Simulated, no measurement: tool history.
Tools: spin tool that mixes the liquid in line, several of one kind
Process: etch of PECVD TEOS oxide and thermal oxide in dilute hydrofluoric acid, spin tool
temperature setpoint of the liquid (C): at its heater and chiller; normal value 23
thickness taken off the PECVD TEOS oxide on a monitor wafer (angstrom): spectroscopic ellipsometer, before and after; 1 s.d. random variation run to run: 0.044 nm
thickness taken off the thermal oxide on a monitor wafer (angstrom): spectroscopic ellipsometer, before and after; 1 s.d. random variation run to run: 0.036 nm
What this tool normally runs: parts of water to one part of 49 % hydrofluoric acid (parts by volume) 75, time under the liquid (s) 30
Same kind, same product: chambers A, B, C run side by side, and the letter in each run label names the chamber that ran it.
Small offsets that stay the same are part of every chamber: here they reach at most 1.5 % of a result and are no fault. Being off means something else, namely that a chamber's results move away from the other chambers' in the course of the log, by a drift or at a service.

run	hour	temperature setpoint of the liquid (C)	parts of water to one part of 49 % hydrofluoric acid (parts by volume)	time under the liquid (s)	hours since the thermometer was replaced	hours since the hydrofluoric acid flow meter was replaced	read-back film thickness of the PECVD TEOS oxide reference wafer, read on the same gauge (nm)	read-back film thickness of the thermal oxide reference wafer, read on the same gauge (nm)	thickness taken off the PECVD TEOS oxide on a monitor wafer (angstrom)	thickness taken off the thermal oxide on a monitor wafer (angstrom)
1B	7.0	23	75	30	175.7	438.5	60.007	50.004	75.197	18.725
2C	14.7	23	75	30	2180.1	1771.8	59.996	50.000	74.309	19.026
3A	19.7	23	75	30	610.7	2250.2	60.021	49.999	74.747	18.276
4B	24.4	23	75	30	193.1	455.9	60.008	50.003	75.594	18.519
5A	30.7	19	100	30	621.7	2261.2	59.991	50.012	47.038	11.463
6C	35.3	19	100	30	2200.7	1792.4	60.001	50.006	46.131	11.872
7C	43.1	19	100	30	2208.5	1800.2	60.004	49.988	46.165	11.415
8B	49.6	23	75	30	218.3	481.1	59.980	49.994	75.963	19.268
9A	55.5	23	75	30	646.5	2286.0	60.027	50.011	75.208	18.998
10A	65.8	23	75	30	656.8	2296.3	59.980	50.005	74.761	19.199
# hour 69.7: chamber C: hydrofluoric acid flow meter replaced
11B	70.7	23	75	30	239.4	502.2	60.012	50.003	76.008	19.248
12C	76.0	23	75	30	2241.4	6.3	59.987	49.976	73.620	18.444
# hour 80.5: chamber C: thermometer replaced
13B	83.9	23	75	30	252.6	515.4	60.003	50.006	76.153	18.592
14A	92.2	23	75	30	683.2	2322.7	60.014	50.017	74.899	17.780
15C	98.1	23	75	30	17.6	28.4	60.014	50.012	74.806	18.541
16A	106.7	23	75	30	697.7	2337.2	59.993	50.012	74.269	18.292
17C	111.9	23	75	30	31.4	42.2	59.992	49.997	73.692	18.193
18B	120.6	23	75	30	289.3	552.1	60.009	50.012	74.805	18.317
19B	130.9	23	75	30	299.6	562.4	59.994	49.999	75.918	18.639
20A	140.7	23	75	30	731.7	2371.2	60.009	50.012	75.362	18.128
21C	148.0	23	75	30	67.5	78.3	59.999	49.997	73.972	19.174
22B	158.3	23	75	30	327.0	589.8	60.022	50.001	76.029	18.726
23A	164.6	23	75	30	755.6	2395.1	59.995	49.993	74.920	18.147
24C	171.6	23	75	30	91.1	101.9	60.004	49.995	74.518	18.945
25B	181.7	23	75	30	350.4	613.2	60.016	50.006	75.449	18.181

Is one chamber off against the others, does the gauge drift, or is nothing wrong? If a chamber is off, say which, and what the likeliest cause is.

Nothing is wrong: each chamber keeps only its own small, steady offset and the gauge holds still.

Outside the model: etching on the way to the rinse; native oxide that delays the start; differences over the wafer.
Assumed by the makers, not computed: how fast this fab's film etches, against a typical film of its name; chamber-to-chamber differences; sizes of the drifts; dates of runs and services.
